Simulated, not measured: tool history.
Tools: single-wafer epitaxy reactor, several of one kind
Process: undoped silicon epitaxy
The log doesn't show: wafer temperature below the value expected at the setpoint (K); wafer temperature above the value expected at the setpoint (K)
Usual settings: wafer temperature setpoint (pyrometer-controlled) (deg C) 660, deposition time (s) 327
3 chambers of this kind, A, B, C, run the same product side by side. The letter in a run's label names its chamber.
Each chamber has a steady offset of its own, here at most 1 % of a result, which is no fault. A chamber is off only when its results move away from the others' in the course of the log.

| run | hour | wafer temperature setpoint (pyrometer-controlled) (deg C) | deposition time (s) | hours since the last pyrometer calibration | read-back reference wafer on the same gauge, thickness_nm | mean film thickness on the monitor wafer (nm) |
|---|---|---|---|---|---|---|
| 1B | 5 | 660 | 327 | 19.9 | 81.172 | 67.742 |
| 2A | 8.4 | 660 | 327 | 2025.1 | 81.275 | 68.972 |
| 3C | 12.1 | 660 | 327 | 1288.7 | 81.172 | 67.743 |
| 4A | 16.5 | 660 | 327 | 2033.2 | 81.277 | 68.492 |
| 5B | 19.5 | 660 | 327 | 34.4 | 81.198 | 68.059 |
| 6C | 24.9 | 660 | 327 | 1301.5 | 81.222 | 67.443 |
| 7B | 30 | 646 | 363 | 44.9 | 81.212 | 55.594 |
| 8C | 32.5 | 646 | 363 | 1309.1 | 81.221 | 55.073 |
| 9A | 35.5 | 646 | 363 | 2052.2 | 81.063 | 55.868 |
| 10B | 40.3 | 660 | 327 | 55.2 | 81.193 | 68.126 |
| 11A | 45.1 | 660 | 327 | 2061.8 | 81.157 | 68.541 |
| 12C | 48.3 | 660 | 327 | 1324.9 | 81.119 | 67.31 |
| 13C | 52.8 | 660 | 327 | 1329.4 | 81.162 | 67.434 |
| 14A | 57.4 | 660 | 327 | 2074.1 | 81.18 | 68.91 |
| 15B | 62.4 | 660 | 327 | 77.3 | 81.191 | 67.891 |
| 16B | 67.3 | 665 | 327 | 82.2 | 81.195 | 74.961 |
| 17A | 70.7 | 665 | 327 | 2087.4 | 81.274 | 76.65 |
| 18C | 75.3 | 665 | 327 | 1351.9 | 81.155 | 74.687 |
| 19A | 78 | 660 | 327 | 2094.7 | 81.356 | 68.022 |
| 20C | 83.2 | 660 | 327 | 1359.8 | 81.195 | 67.864 |
| 21B | 86 | 660 | 327 | 100.9 | 81.282 | 68.037 |
| 22A | 90.7 | 660 | 327 | 2107.4 | 81.192 | 68.376 |
| 23B | 93.3 | 660 | 327 | 108.2 | 81.198 | 68.047 |
| 24C | 97 | 660 | 327 | 1373.6 | 81.185 | 67.514 |
| 25C | 100 | 660 | 327 | 1376.6 | 81.242 | 67.554 |
| 26B | 105.2 | 660 | 327 | 120.1 | 81.278 | 67.642 |
| 27A | 110.4 | 660 | 327 | 2127.1 | 81.123 | 68.369 |
| 28C | 115.3 | 654 | 327 | 1391.9 | 81.214 | 59.281 |
| 29B | 119.2 | 654 | 327 | 134.1 | 81.203 | 59.501 |
| 30A | 121.8 | 654 | 327 | 2138.5 | 81.204 | 59.971 |
| 31B | 126 | 660 | 327 | 140.9 | 81.254 | 68.105 |
| 32C | 129.6 | 660 | 327 | 1406.2 | 81.198 | 67.655 |
| 33A | 134.2 | 660 | 327 | 2150.9 | 81.223 | 68.264 |
| 34C | 138.8 | 660 | 327 | 1415.4 | 81.152 | 67.628 |
| 35B | 144.2 | 660 | 327 | 159.1 | 81.158 | 68.467 |

What goes on in this fleet: one chamber off, a drifting gauge, or nothing beyond the chambers' own small offsets? Name the chamber and the cause, if any.

No chamber stands off beyond its own small offset, and the gauge holds steady.

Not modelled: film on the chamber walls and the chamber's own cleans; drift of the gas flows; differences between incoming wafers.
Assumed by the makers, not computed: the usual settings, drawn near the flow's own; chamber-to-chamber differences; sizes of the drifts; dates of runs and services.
